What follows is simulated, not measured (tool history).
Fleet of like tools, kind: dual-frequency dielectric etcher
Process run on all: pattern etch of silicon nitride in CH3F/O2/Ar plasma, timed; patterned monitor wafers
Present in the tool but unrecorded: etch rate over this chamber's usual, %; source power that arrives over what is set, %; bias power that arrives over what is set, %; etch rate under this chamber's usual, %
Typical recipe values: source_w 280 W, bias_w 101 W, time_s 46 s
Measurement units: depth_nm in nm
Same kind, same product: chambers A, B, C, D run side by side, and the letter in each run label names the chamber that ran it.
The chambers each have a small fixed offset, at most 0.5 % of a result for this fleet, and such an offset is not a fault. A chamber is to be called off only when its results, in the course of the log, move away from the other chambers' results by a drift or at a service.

run	hour	source_w	bias_w	time_s	hours since the last wet clean	hours since the last source power generator calibration	hours since the last bias power generator calibration	read-back reference wafer on the same gauge, depth_nm	depth_nm
1D	2.9	280	101	46	165.2	2203.5	1156.3	27.802	31.762
2C	6.9	280	101	46	171.8	3344.5	1173.8	27.815	32.062
3B	9.6	280	101	46	295.1	1439.7	1170.7	27.816	31.977
4A	14.6	280	101	46	147.3	79.1	2252.7	27.82	31.892
5D	18.9	280	101	46	181.2	2219.5	1172.3	27.827	31.735
6C	22.5	280	101	46	187.4	3360.1	1189.4	27.844	32.027
7A	26.7	280	101	46	159.4	91.2	2264.8	27.848	32.055
8B	31.1	280	101	46	316.6	1461.2	1192.2	27.86	31.99
9C	35.4	280	101	46	200.3	3373	1202.3	27.865	32.003
10B	39.8	280	101	46	325.3	1469.9	1200.9	27.872	32.094
11A	44	280	101	46	176.7	108.5	2282.1	27.896	32.052
12D	48.8	280	101	46	211.1	2249.4	1202.2	27.892	31.83
13A	53.9	280	101	46	186.6	118.4	2292	27.902	32.014
14C	57.9	280	101	46	222.8	3395.5	1224.8	27.914	32.016
15B	61.4	280	101	46	346.9	1491.5	1222.5	27.907	32.125
16D	64.6	280	88	34	226.9	2265.2	1218	27.9	22.346
17C	67.1	280	88	34	232	3404.7	1234	27.92	22.527
18B	71.5	280	88	34	357	1501.6	1232.6	27.925	22.636
19A	76.4	280	88	34	209.1	140.9	2314.5	27.935	22.583
20D	80.6	280	101	46	242.9	2281.2	1234	27.94	31.808
21D	83.1	280	101	46	245.4	2283.7	1236.5	27.964	31.878
22A	86.4	350	81	46	219.1	150.9	2324.5	27.946	32.206
23C	91.3	350	81	46	256.2	3428.9	1258.2	27.961	32.139
24B	94.5	350	81	46	380	1524.6	1255.6	27.967	32.308
25B	97	350	81	46	382.5	1527.1	1258.1	27.964	32.374
26A	101.7	280	101	46	234.4	166.2	2339.8	27.971	32.14
27D	106.2	280	101	46	268.5	2306.8	1259.6	27.978	31.997

What goes on in this fleet: one chamber off, a drifting gauge, or nothing beyond the chambers' own small offsets? Name the chamber and the cause, if any.

The gauge drifts, so all chambers seem to drift together. No chamber is off.
Most likely cause: gauge reads high (%) = 0.699.

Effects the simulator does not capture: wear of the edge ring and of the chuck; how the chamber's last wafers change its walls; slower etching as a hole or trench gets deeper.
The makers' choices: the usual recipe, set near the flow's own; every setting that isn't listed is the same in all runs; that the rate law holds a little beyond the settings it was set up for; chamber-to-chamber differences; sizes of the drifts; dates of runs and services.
